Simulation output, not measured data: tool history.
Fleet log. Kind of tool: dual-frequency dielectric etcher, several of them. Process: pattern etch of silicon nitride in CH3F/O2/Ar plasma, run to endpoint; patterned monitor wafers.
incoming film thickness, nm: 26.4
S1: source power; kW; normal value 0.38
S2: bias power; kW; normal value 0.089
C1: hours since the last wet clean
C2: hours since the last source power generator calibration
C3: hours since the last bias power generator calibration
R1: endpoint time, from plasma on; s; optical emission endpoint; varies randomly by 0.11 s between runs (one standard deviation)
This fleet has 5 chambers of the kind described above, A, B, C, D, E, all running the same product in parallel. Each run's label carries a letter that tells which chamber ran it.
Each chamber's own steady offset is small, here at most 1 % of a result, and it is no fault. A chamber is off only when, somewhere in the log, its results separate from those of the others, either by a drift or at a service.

run   hour    S1     S2     C1      C2      C3      R1
 1B    9.6  0.38  0.089  266.9    24.1  2502.4  35.907
 2E   16.5  0.38  0.089  144.7  1761.4     805  35.875
 3A   26.7  0.38  0.089  349.5     120  1857.7  36.007
 4D   32.2  0.38  0.089  382.3  1876.3  3561.6  36.331
 5C   44.5  0.38  0.089  482.8  1699.2     105  36.585
 6C   54.3  0.38  0.089  492.6    1709   114.8   36.49
      58.4  -- chamber C: wet clean of the chamber
 7D   61.8  0.38  0.089  411.9  1905.9  3591.2  36.274
 8E   69.7  0.38  0.089  197.9  1814.6   858.2  36.072
 9B   76.6  0.38  0.089  333.9    91.1  2569.4  35.978
10A   85.4  0.38  0.089  408.2   178.7  1916.4  35.973
11E   97.2  0.38  0.082  225.4  1842.1   885.7  36.719
12A  107.2  0.38  0.082    430   200.5  1938.2  37.046
     107.3  -- chamber A: wet clean of the chamber
13C  113.9  0.38  0.082   55.5  1768.6   174.4  37.378
14D  125.9  0.38  0.082    476    1970  3655.3   37.22
       126  -- chamber D: wet clean of the chamber
15B  132.5  0.38  0.082  389.8     147  2625.3   37.22
16E  140.2  0.38  0.089  268.4  1885.1   928.7  35.983
     146.9  -- chamber D: source power generator calibrated
17A  149.5  0.38  0.089   42.3   242.8  1980.5  36.141
18C  158.9  0.38  0.089  100.5  1813.6   219.4  36.303
19B  168.3  0.38  0.089  425.6   182.8  2661.1  36.057
20D  176.2  0.38  0.081   50.2    29.4  3705.6  37.419
21E  184.2  0.38  0.081  312.4  1929.1   972.7  37.201
     191.8  -- chamber E: source power generator calibrated
22B  196.1  0.38  0.081  453.4   210.6  2688.9  37.567
23C    208  0.38  0.081  149.6  1862.7   268.5  37.765
24A  219.9  0.38  0.081  112.7   313.2  2050.9  37.271
25D  232.4  0.38  0.089  106.4    85.6  3761.8  36.384
26D  244.7  0.38  0.089  118.7    97.9  3774.1  36.302
     246.8  -- chamber B: wet clean of the chamber
27B  251.4  0.38  0.089    4.7   265.9  2744.2  34.946
28E  261.3  0.38  0.089  389.5    69.6  1049.8  35.841
29A  271.1  0.38  0.089  163.9   364.4  2102.1  35.843
30C  279.8  0.38  0.089  221.4  1934.5   340.3  36.422
     281.3  -- chamber E: wet clean of the chamber
31C  292.1  0.31  0.089  233.7  1946.8   352.6  39.403
32B  303.5  0.31  0.089   56.8     318  2796.3  37.627
33D    315  0.31  0.089    189   168.2  3844.4   39.21
34A  325.1  0.31  0.089  217.9   418.4  2156.1  38.892
35E  333.6  0.31  0.089   52.4   141.9  1122.1  38.564
36C  341.1  0.38  0.089  282.7  1995.8   401.6  36.459
37E  346.7  0.38  0.089   65.5     155  1135.2  35.659
38A  354.7  0.46  0.089  247.5     448  2185.7  33.743
39B  365.1  0.46  0.089  118.4   379.6  2857.9  32.457
40D  370.9  0.46  0.089  244.9   224.1  3900.3    33.6
41B    379  0.46  0.089  132.3   393.5  2871.8  32.507
42A  389.8  0.46  0.089  282.6   483.1  2220.8  33.605
43E  399.9  0.38   0.11  118.7   208.2  1188.4  33.204
44D  408.8  0.38   0.11  282.8     262  3938.2  33.573

For the next run the whole fleet of 5 chambers uses the same settings. Give each chamber's results:
45A  417.8  0.38  0.076               ?
45B  417.8  0.38  0.076               ?
45C  417.8  0.38  0.076               ?
45D  417.8  0.38  0.076               ?
45E  417.8  0.38  0.076               ?

run      R1
45A  38.356
45B  36.862
45C  38.579
45D  38.229
45E  37.957

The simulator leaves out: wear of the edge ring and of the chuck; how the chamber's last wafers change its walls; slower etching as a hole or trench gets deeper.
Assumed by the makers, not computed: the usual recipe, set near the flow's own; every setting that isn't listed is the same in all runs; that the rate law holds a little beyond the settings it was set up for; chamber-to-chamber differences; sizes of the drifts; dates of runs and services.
